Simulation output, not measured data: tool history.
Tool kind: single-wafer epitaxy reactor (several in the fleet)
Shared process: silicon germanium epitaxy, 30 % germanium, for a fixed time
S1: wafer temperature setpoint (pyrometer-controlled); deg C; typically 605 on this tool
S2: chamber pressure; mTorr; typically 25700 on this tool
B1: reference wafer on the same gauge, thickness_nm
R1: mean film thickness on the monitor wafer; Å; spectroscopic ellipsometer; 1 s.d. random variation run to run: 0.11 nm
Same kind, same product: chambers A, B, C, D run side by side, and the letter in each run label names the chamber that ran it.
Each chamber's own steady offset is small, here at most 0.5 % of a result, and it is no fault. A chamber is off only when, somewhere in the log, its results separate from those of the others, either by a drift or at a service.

run,day,S1,S2,B1,R1
1B,0.412,605,25700,84.934,718.01
2A,0.846,605,25700,84.930,712.12
3C,1.183,605,25700,84.947,712.08
4D,1.600,605,25700,84.967,713.06
5C,1.958,610,27600,84.941,800.64
6D,2.442,610,27600,84.990,801.16
7A,2.754,610,27600,84.984,799.82
8B,3.138,610,27600,85.023,810.47
9A,3.712,605,25700,85.041,713.03
10D,4.112,605,25700,85.058,714.94
11C,4.625,605,25700,85.066,714.89
12B,5.304,605,25700,85.107,719.55
13D,5.817,605,25700,85.074,714.92
14C,6.488,613,25700,85.128,827.41
15A,6.862,613,25700,85.175,824.00
16B,7.362,613,25700,85.152,829.91
17D,7.838,613,25700,85.142,822.69
18B,8.442,605,25700,85.177,718.54
19C,8.775,605,25700,85.207,713.35
20A,9.408,605,25700,85.205,712.86
21C,10.092,605,25700,85.255,713.72
22A,10.583,605,21600,85.272,666.68
23B,11.158,605,21600,85.294,669.93
24D,11.725,605,21600,85.305,665.92
25D,12.304,605,21600,85.371,664.94
# day 12.521: chamber C: pyrometer calibrated
26B,12.983,605,25700,85.338,719.50
27A,13.554,605,25700,85.410,715.08
28C,13.946,605,25700,85.365,717.54
29B,14.254,605,25700,85.398,720.22
30C,14.854,605,25700,85.424,715.36
31A,15.188,614,20400,85.445,767.97
32D,15.496,614,20400,85.428,767.93

For the next run the whole fleet of 4 chambers uses the same settings. Give each chamber's results:
33A,15.996,595,25700,,?
33B,15.996,595,25700,,?
33C,15.996,595,25700,,?
33D,15.996,595,25700,,?

run,R1
33A,596.10
33B,601.02
33C,595.52
33D,597.56
